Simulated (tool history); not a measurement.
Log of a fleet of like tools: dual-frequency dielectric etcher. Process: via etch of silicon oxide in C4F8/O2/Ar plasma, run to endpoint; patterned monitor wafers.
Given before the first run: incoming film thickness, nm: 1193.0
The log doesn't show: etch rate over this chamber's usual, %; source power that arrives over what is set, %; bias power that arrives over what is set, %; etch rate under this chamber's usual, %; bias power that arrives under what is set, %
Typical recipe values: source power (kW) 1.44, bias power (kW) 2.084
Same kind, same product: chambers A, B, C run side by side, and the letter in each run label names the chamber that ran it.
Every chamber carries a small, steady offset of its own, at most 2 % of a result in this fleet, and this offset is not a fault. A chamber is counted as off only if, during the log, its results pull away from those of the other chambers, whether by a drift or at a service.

run,hour,source power (kW),bias power (kW),hours since the last wet clean,hours since the last source power generator calibration,hours since the last bias power generator calibration,endpoint time (s)
1C,4.9,1.44,2.084,202.2,1203.1,2179.3,261.89
2A,10.1,1.44,2.084,206.7,1667.4,1663.3,263.89
3B,15.6,1.44,2.084,298,1417,3296,265.66
4A,20.6,1.44,2.084,217.2,1677.9,1673.8,265.37
5B,24.3,1.44,2.084,306.7,1425.7,3304.7,263.92
6C,29.5,1.44,2.084,226.8,1227.7,2203.9,261.04
7A,34,1.44,2.084,230.6,1691.3,1687.2,263.79
8C,41.4,1.44,2.352,238.7,1239.6,2215.8,251.57
9B,45.6,1.44,2.352,328,1447,3326,254.91
10A,50.7,1.44,2.352,247.3,1708,1703.9,254.74
11C,58.6,1.44,2.084,255.9,1256.8,2233,260.17
12B,63.9,1.44,2.084,346.3,1465.3,3344.3,264.45
13B,71.4,1.23,1.698,353.8,1472.8,3351.8,299.3
14A,77,1.23,1.698,273.6,1734.3,1730.2,298.64
15C,81.4,1.23,1.698,278.7,1279.6,2255.8,296.39
# hour 83.4: chamber B: wet clean of the chamber
16A,85.8,1.44,2.084,282.4,1743.1,1739,264.39
17B,90.3,1.11,1.77,7,1491.7,3370.7,325.32
18C,97.1,1.11,1.77,294.4,1295.3,2271.5,302.81
19A,102.8,1.11,1.77,299.4,1760.1,1756,308.65
20B,109.1,1.44,2.084,25.8,1510.5,3389.5,278.99
21C,112.9,1.44,2.084,310.2,1311.1,2287.3,260.48
22C,119.4,1.19,2.238,316.7,1317.6,2293.8,273.95
23B,125.2,1.19,2.238,41.9,1526.6,3405.6,296
24A,129.8,1.19,2.238,326.4,1787.1,1783,277.64
25C,133.6,1.44,2.084,330.9,1331.8,2308,261.82
26B,137.3,1.12,2.594,54,1538.7,3417.7,290.23
27A,143.5,1.12,2.594,340.1,1800.8,1796.7,273.36
28C,149.6,1.12,2.594,346.9,1347.8,2324,267.03
29B,154.8,1.44,2.084,71.5,1556.2,3435.2,278.13
30A,162.3,1.44,2.084,358.9,1819.6,1815.5,263.45
31B,166.4,1.59,2.084,83.1,1567.8,3446.8,267.79
32C,170.4,1.59,2.084,367.7,1368.6,2344.8,250.64
33A,177.5,1.59,2.084,374.1,1834.8,1830.7,253.21
34A,181.9,1.44,2.084,378.5,1839.2,1835.1,265.17
35B,186.1,1.44,2.084,102.8,1587.5,3466.5,280.68
36C,193.6,1.63,1.669,390.9,1391.8,2368,265.87
# hour 199.1: chamber A: wet clean of the chamber
37C,200,1.63,1.669,397.3,1398.2,2374.4,263.05
38A,206.4,1.63,1.669,7.4,1863.7,1859.6,267.92
39B,214.3,1.44,2.084,131,1615.7,3494.7,278.44
40B,220.3,1.44,2.084,137,1621.7,3500.7,280.23
41C,227,1.44,2.084,424.3,1425.2,2401.4,260.71
42A,230.9,1.44,2.084,31.9,1888.2,1884.1,262.52
43A,238.9,1.65,1.9,39.9,1896.2,1892.1,256.43

Decide between three cases: one chamber stands off from its peers, the gauge reading all wafers drifts, or nothing is wrong past each chamber's small offset. Where a chamber is off, say which and what most likely put it there.

The work done on chamber B during a service left it standing apart from the others.
Likeliest cause: etch rate under this chamber's usual, % = 4.84.

Below are 4 candidate recipes for chamber B's next run, each the usual settings with a change, their results shown as question marks. Which of them brings B's results back in line with what the other chambers give on the usual settings?
In line here means within this much of the mean the other chambers give on the usual settings: endpoint time (s) 3.6
44B-1,244.7,1.77,2.435,,,,?
44B-2,244.7,1.67,2.084,,,,?
44B-3,244.7,1.17,1.794,,,,?
44B-4,244.7,1.29,1.925,,,,?

Usual-settings mean across the other chambers: endpoint time (s) 262.32
run,endpoint time (s)
44B-1,246.18
44B-2,263.73
44B-3,317.04
44B-4,298.87
44B-2 is the one that brings the chamber's results back in line with the other chambers.
